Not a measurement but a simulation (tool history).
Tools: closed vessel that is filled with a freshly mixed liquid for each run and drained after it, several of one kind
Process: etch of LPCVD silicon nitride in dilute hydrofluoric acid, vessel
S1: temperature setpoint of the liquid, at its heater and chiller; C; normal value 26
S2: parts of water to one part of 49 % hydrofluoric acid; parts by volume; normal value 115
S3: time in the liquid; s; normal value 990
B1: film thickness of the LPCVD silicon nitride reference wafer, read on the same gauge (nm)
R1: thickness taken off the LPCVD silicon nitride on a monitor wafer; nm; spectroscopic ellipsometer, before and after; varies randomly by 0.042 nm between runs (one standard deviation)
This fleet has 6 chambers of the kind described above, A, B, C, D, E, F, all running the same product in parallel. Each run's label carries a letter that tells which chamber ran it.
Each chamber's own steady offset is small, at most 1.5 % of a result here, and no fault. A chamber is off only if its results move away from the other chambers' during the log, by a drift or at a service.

Run 1B, day 0.375: usual settings; B1 139.98. Result: R1 4.94 nm.
Run 2F, day 0.583: usual settings; B1 140. Result: R1 4.8483 nm.
Run 3E, day 0.917: usual settings; B1 140.01. Result: R1 4.9793 nm.
Run 4C, day 1.308: usual settings; B1 140.02. Result: R1 4.8831 nm.
Run 5A, day 1.671: usual settings; B1 139.99. Result: R1 4.9444 nm.
Run 6D, day 1.988: usual settings; B1 139.98. Result: R1 4.932 nm.
Run 7F, day 2.329: usual settings; B1 140.02. Result: R1 4.9658 nm.
Run 8D, day 2.688: usual settings; B1 140.02. Result: R1 4.838 nm.
Run 9E, day 3.058: usual settings; B1 140. Result: R1 4.9082 nm.
Run 10A, day 3.279: usual settings; B1 139.99. Result: R1 4.8994 nm.
Run 11C, day 3.492: usual settings; B1 140.01. Result: R1 4.8316 nm.
At day 3.512: chamber C: thermometer replaced.
Run 12B, day 3.912: usual settings; B1 140.02. Result: R1 4.9121 nm.
At day 3.946: chamber B: thermometer replaced.
Run 13E, day 4.183: usual settings; B1 140. Result: R1 4.9076 nm.
Run 14D, day 4.621: usual settings; B1 140. Result: R1 4.82 nm.
Run 15F, day 5.075: usual settings; B1 140.01. Result: R1 4.917 nm.
Run 16A, day 5.312: usual settings; B1 140.02. Result: R1 4.9153 nm.
Run 17B, day 5.725: usual settings; B1 140.01. Result: R1 4.8596 nm.
Run 18C, day 5.996: usual settings; B1 139.97. Result: R1 4.9266 nm.
Run 19E, day 6.258: usual settings; B1 140. Result: R1 4.9867 nm.
Run 20F, day 6.475: usual settings; B1 139.98. Result: R1 4.9519 nm.
Run 21D, day 6.842: usual settings; B1 139.99. Result: R1 4.667 nm.
Run 22B, day 7.171: usual settings; B1 139.99. Result: R1 4.8558 nm.
Run 23C, day 7.6: usual settings; B1 139.99. Result: R1 4.8009 nm.
Run 24A, day 7.917: usual settings; B1 139.99. Result: R1 4.8723 nm.
At day 8.042: chamber D: thermometer replaced.
Run 25B, day 8.325: usual settings; B1 139.99. Result: R1 4.9149 nm.
Run 26A, day 8.729: usual settings; B1 140.02. Result: R1 4.8685 nm.
Run 27F, day 9.133: usual settings; B1 140.02. Result: R1 4.8809 nm.
Run 28E, day 9.425: usual settings; B1 139.97. Result: R1 4.8713 nm.
Run 29D, day 9.875: usual settings; B1 139.96. Result: R1 4.5996 nm.
Run 30C, day 10.142: usual settings; B1 140. Result: R1 4.904 nm.
Run 31E, day 10.346: usual settings; B1 140.01. Result: R1 4.9012 nm.
Run 32B, day 10.692: usual settings; B1 139.99. Result: R1 4.8761 nm.
Run 33D, day 11.112: usual settings; B1 139.99. Result: R1 4.4843 nm.
Run 34F, day 11.317: usual settings; B1 139.99. Result: R1 4.8319 nm.
Run 35C, day 11.55: usual settings; B1 139.98. Result: R1 4.8458 nm.
Run 36A, day 11.867: usual settings; B1 139.99. Result: R1 4.9303 nm.

For the next run the whole fleet of 6 chambers uses the same settings. Give each chamber's results:
Run 37A, day 12.192: usual settings. Result: R1 ?.
Run 37B, day 12.192: usual settings. Result: R1 ?.
Run 37C, day 12.192: usual settings. Result: R1 ?.
Run 37D, day 12.192: usual settings. Result: R1 ?.
Run 37E, day 12.192: usual settings. Result: R1 ?.
Run 37F, day 12.192: usual settings. Result: R1 ?.

run      R1
37A  5.0031
37B  4.9345
37C  4.8722
37D  4.4426
37E  4.9056
37F  4.9397
